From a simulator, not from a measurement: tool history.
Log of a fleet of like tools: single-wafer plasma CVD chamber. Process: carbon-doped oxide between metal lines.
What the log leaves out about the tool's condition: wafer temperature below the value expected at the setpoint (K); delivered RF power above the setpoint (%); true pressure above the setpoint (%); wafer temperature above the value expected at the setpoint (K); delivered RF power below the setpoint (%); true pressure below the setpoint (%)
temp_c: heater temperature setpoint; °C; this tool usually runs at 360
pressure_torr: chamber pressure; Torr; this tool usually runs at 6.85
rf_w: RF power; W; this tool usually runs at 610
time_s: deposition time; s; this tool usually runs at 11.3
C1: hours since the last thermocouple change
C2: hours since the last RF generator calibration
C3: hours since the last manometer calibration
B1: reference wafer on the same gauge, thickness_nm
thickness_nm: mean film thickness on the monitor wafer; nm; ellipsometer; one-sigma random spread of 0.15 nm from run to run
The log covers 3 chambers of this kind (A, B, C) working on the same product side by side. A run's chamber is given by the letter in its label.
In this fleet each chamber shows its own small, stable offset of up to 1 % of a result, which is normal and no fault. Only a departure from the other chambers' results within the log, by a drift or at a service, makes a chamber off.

run 1B hour=2.4 | temp_c=360 pressure_torr=6.85 rf_w=610 time_s=11.3 | C1=311.2 C2=1045.0 C3=744.2 | B1=71.699 | thickness_nm=66.508
run 2C hour=7.5 | temp_c=360 pressure_torr=6.85 rf_w=610 time_s=11.3 | C1=1528.8 C2=948.6 C3=1113.9 | B1=71.644 | thickness_nm=66.445
run 3A hour=12.0 | temp_c=360 pressure_torr=6.85 rf_w=610 time_s=11.3 | C1=1318.3 C2=2350.8 C3=1920.8 | B1=71.697 | thickness_nm=67.255
run 4B hour=16.5 | temp_c=360 pressure_torr=6.85 rf_w=610 time_s=11.3 | C1=325.3 C2=1059.1 C3=758.3 | B1=71.716 | thickness_nm=66.597
run 5A hour=20.5 | temp_c=360 pressure_torr=6.85 rf_w=610 time_s=11.3 | C1=1326.8 C2=2359.3 C3=1929.3 | B1=71.691 | thickness_nm=67.143
run 6C hour=25.0 | temp_c=360 pressure_torr=6.85 rf_w=610 time_s=11.3 | C1=1546.3 C2=966.1 C3=1131.4 | B1=71.679 | thickness_nm=66.489
run 7C hour=30.1 | temp_c=360 pressure_torr=6.85 rf_w=610 time_s=11.3 | C1=1551.4 C2=971.2 C3=1136.5 | B1=71.679 | thickness_nm=66.503
run 8A hour=33.5 | temp_c=360 pressure_torr=6.85 rf_w=610 time_s=11.3 | C1=1339.8 C2=2372.3 C3=1942.3 | B1=71.650 | thickness_nm=67.452
run 9B hour=36.9 | temp_c=360 pressure_torr=6.85 rf_w=610 time_s=11.3 | C1=345.7 C2=1079.5 C3=778.7 | B1=71.701 | thickness_nm=66.573
run 10A hour=39.6 | temp_c=360 pressure_torr=5.44 rf_w=610 time_s=11.3 | C1=1345.9 C2=2378.4 C3=1948.4 | B1=71.707 | thickness_nm=65.917
run 11B hour=43.6 | temp_c=360 pressure_torr=5.44 rf_w=610 time_s=11.3 | C1=352.4 C2=1086.2 C3=785.4 | B1=71.697 | thickness_nm=65.027
run 12C hour=48.1 | temp_c=360 pressure_torr=5.44 rf_w=610 time_s=11.3 | C1=1569.4 C2=989.2 C3=1154.5 | B1=71.692 | thickness_nm=64.835
run 13A hour=50.7 | temp_c=360 pressure_torr=6.85 rf_w=610 time_s=11.3 | C1=1357.0 C2=2389.5 C3=1959.5 | B1=71.697 | thickness_nm=67.187
run 14B hour=53.5 | temp_c=360 pressure_torr=6.85 rf_w=610 time_s=11.3 | C1=362.3 C2=1096.1 C3=795.3 | B1=71.691 | thickness_nm=66.401
run 15C hour=58.3 | temp_c=360 pressure_torr=6.85 rf_w=610 time_s=11.3 | C1=1579.6 C2=999.4 C3=1164.7 | B1=71.707 | thickness_nm=66.332
run 16C hour=63.3 | temp_c=360 pressure_torr=6.85 rf_w=610 time_s=11.3 | C1=1584.6 C2=1004.4 C3=1169.7 | B1=71.705 | thickness_nm=66.245
-- hour=65.9 chamber B: RF generator calibrated
run 17B hour=67.2 | temp_c=360 pressure_torr=6.85 rf_w=610 time_s=11.3 | C1=376.0 C2=1.4 C3=809.0 | B1=71.694 | thickness_nm=66.702
run 18A hour=70.0 | temp_c=360 pressure_torr=6.85 rf_w=610 time_s=11.3 | C1=1376.3 C2=2408.8 C3=1978.8 | B1=71.653 | thickness_nm=67.173
run 19A hour=72.6 | temp_c=360 pressure_torr=6.85 rf_w=610 time_s=11.3 | C1=1378.9 C2=2411.4 C3=1981.4 | B1=71.723 | thickness_nm=66.944
run 20B hour=76.6 | temp_c=360 pressure_torr=5.75 rf_w=610 time_s=9.2 | C1=385.4 C2=10.8 C3=818.4 | B1=71.688 | thickness_nm=53.419
run 21C hour=80.1 | temp_c=360 pressure_torr=5.75 rf_w=610 time_s=9.2 | C1=1601.4 C2=1021.2 C3=1186.5 | B1=71.690 | thickness_nm=53.119
run 22C hour=83.6 | temp_c=360 pressure_torr=5.75 rf_w=610 time_s=9.2 | C1=1604.9 C2=1024.7 C3=1190.0 | B1=71.704 | thickness_nm=52.834
run 23A hour=88.6 | temp_c=360 pressure_torr=5.84 rf_w=725 time_s=11.3 | C1=1394.9 C2=2427.4 C3=1997.4 | B1=71.684 | thickness_nm=73.717
run 24B hour=92.3 | temp_c=360 pressure_torr=5.84 rf_w=725 time_s=11.3 | C1=401.1 C2=26.5 C3=834.1 | B1=71.684 | thickness_nm=72.445
run 25C hour=95.2 | temp_c=360 pressure_torr=5.84 rf_w=725 time_s=11.3 | C1=1616.5 C2=1036.3 C3=1201.6 | B1=71.690 | thickness_nm=72.002
run 26A hour=97.9 | temp_c=360 pressure_torr=6.85 rf_w=610 time_s=11.3 | C1=1404.2 C2=2436.7 C3=2006.7 | B1=71.740 | thickness_nm=67.330
run 27B hour=101.5 | temp_c=360 pressure_torr=6.85 rf_w=610 time_s=11.3 | C1=410.3 C2=35.7 C3=843.3 | B1=71.731 | thickness_nm=66.675
run 28C hour=105.9 | temp_c=360 pressure_torr=6.85 rf_w=610 time_s=11.3 | C1=1627.2 C2=1047.0 C3=1212.3 | B1=71.728 | thickness_nm=65.823
run 29B hour=110.9 | temp_c=360 pressure_torr=6.85 rf_w=730 time_s=12.9 | C1=419.7 C2=45.1 C3=852.7 | B1=71.710 | thickness_nm=84.261
run 30A hour=114.3 | temp_c=360 pressure_torr=6.85 rf_w=730 time_s=12.9 | C1=1420.6 C2=2453.1 C3=2023.1 | B1=71.672 | thickness_nm=85.531
run 31A hour=118.3 | temp_c=360 pressure_torr=6.85 rf_w=730 time_s=12.9 | C1=1424.6 C2=2457.1 C3=2027.1 | B1=71.682 | thickness_nm=85.460
run 32B hour=123.6 | temp_c=367 pressure_torr=6.85 rf_w=610 time_s=11.3 | C1=432.4 C2=57.8 C3=865.4 | B1=71.690 | thickness_nm=65.165
run 33C hour=128.6 | temp_c=367 pressure_torr=6.85 rf_w=610 time_s=11.3 | C1=1649.9 C2=1069.7 C3=1235.0 | B1=71.688 | thickness_nm=64.154
run 34C hour=131.1 | temp_c=367 pressure_torr=6.85 rf_w=610 time_s=11.3 | C1=1652.4 C2=1072.2 C3=1237.5 | B1=71.664 | thickness_nm=64.235
run 35B hour=136.2 | temp_c=360 pressure_torr=6.85 rf_w=610 time_s=11.3 | C1=445.0 C2=70.4 C3=878.0 | B1=71.706 | thickness_nm=66.572
-- hour=136.5 chamber A: RF generator calibrated
run 36A hour=139.9 | temp_c=360 pressure_torr=6.85 rf_w=610 time_s=11.3 | C1=1446.2 C2=3.4 C3=2048.7 | B1=71.731 | thickness_nm=67.548
run 37B hour=144.1 | temp_c=360 pressure_torr=6.85 rf_w=610 time_s=11.3 | C1=452.9 C2=78.3 C3=885.9 | B1=71.686 | thickness_nm=66.477
run 38C hour=148.6 | temp_c=360 pressure_torr=6.85 rf_w=610 time_s=11.3 | C1=1669.9 C2=1089.7 C3=1255.0 | B1=71.732 | thickness_nm=65.551
run 39A hour=151.4 | temp_c=368 pressure_torr=6.85 rf_w=610 time_s=11.3 | C1=1457.7 C2=14.9 C3=2060.2 | B1=71.676 | thickness_nm=66.303
run 40B hour=154.2 | temp_c=368 pressure_torr=6.85 rf_w=610 time_s=11.3 | C1=463.0 C2=88.4 C3=896.0 | B1=71.707 | thickness_nm=65.132
run 41C hour=159.1 | temp_c=368 pressure_torr=6.85 rf_w=610 time_s=11.3 | C1=1680.4 C2=1100.2 C3=1265.5 | B1=71.671 | thickness_nm=63.928
run 42A hour=162.1 | temp_c=360 pressure_torr=6.85 rf_w=610 time_s=11.3 | C1=1468.4 C2=25.6 C3=2070.9 | B1=71.694 | thickness_nm=67.431
run 43C hour=164.7 | temp_c=360 pressure_torr=6.85 rf_w=610 time_s=11.3 | C1=1686.0 C2=1105.8 C3=1271.1 | B1=71.676 | thickness_nm=64.896
run 44B hour=170.0 | temp_c=360 pressure_torr=6.85 rf_w=610 time_s=11.3 | C1=478.8 C2=104.2 C3=911.8 | B1=71.699 | thickness_nm=66.600

Read the log: is a single chamber off, either drifting away or since a service, is the gauge that measures every chamber drifting, or is nothing wrong beyond small per-chamber offsets? Name any odd chamber and what most likely caused it.

It is chamber C that slowly wanders off from its peers.
Likeliest cause: delivered RF power below the setpoint (%) = 4.12.

Chamber C could run next with any of the 4 candidate recipes listed below; each alters the usual settings, and their results appear as question marks. Which one brings its results back in line with what the other chambers deliver on the usual settings?
In line means no further than this from the other chambers' mean on the usual settings: thickness_nm 0.540 nm
run 45C-1 hour=174.0 | temp_c=361 pressure_torr=6.80 rf_w=585 time_s=11.3 | thickness_nm=?
run 45C-2 hour=174.0 | temp_c=360 pressure_torr=6.85 rf_w=610 time_s=11.4 | thickness_nm=?
run 45C-3 hour=174.0 | temp_c=360 pressure_torr=6.83 rf_w=600 time_s=11.3 | thickness_nm=?
run 45C-4 hour=174.0 | temp_c=349 pressure_torr=6.85 rf_w=610 time_s=11.3 | thickness_nm=?

Average result of the remaining chambers running the usual settings: thickness_nm 66.885 nm
run=45C-1 thickness_nm=63.149
run=45C-2 thickness_nm=65.522
run=45C-3 thickness_nm=64.299
run=45C-4 thickness_nm=66.948
The answer is 45C-4, which returns the chamber to within the allowed miss of the others.

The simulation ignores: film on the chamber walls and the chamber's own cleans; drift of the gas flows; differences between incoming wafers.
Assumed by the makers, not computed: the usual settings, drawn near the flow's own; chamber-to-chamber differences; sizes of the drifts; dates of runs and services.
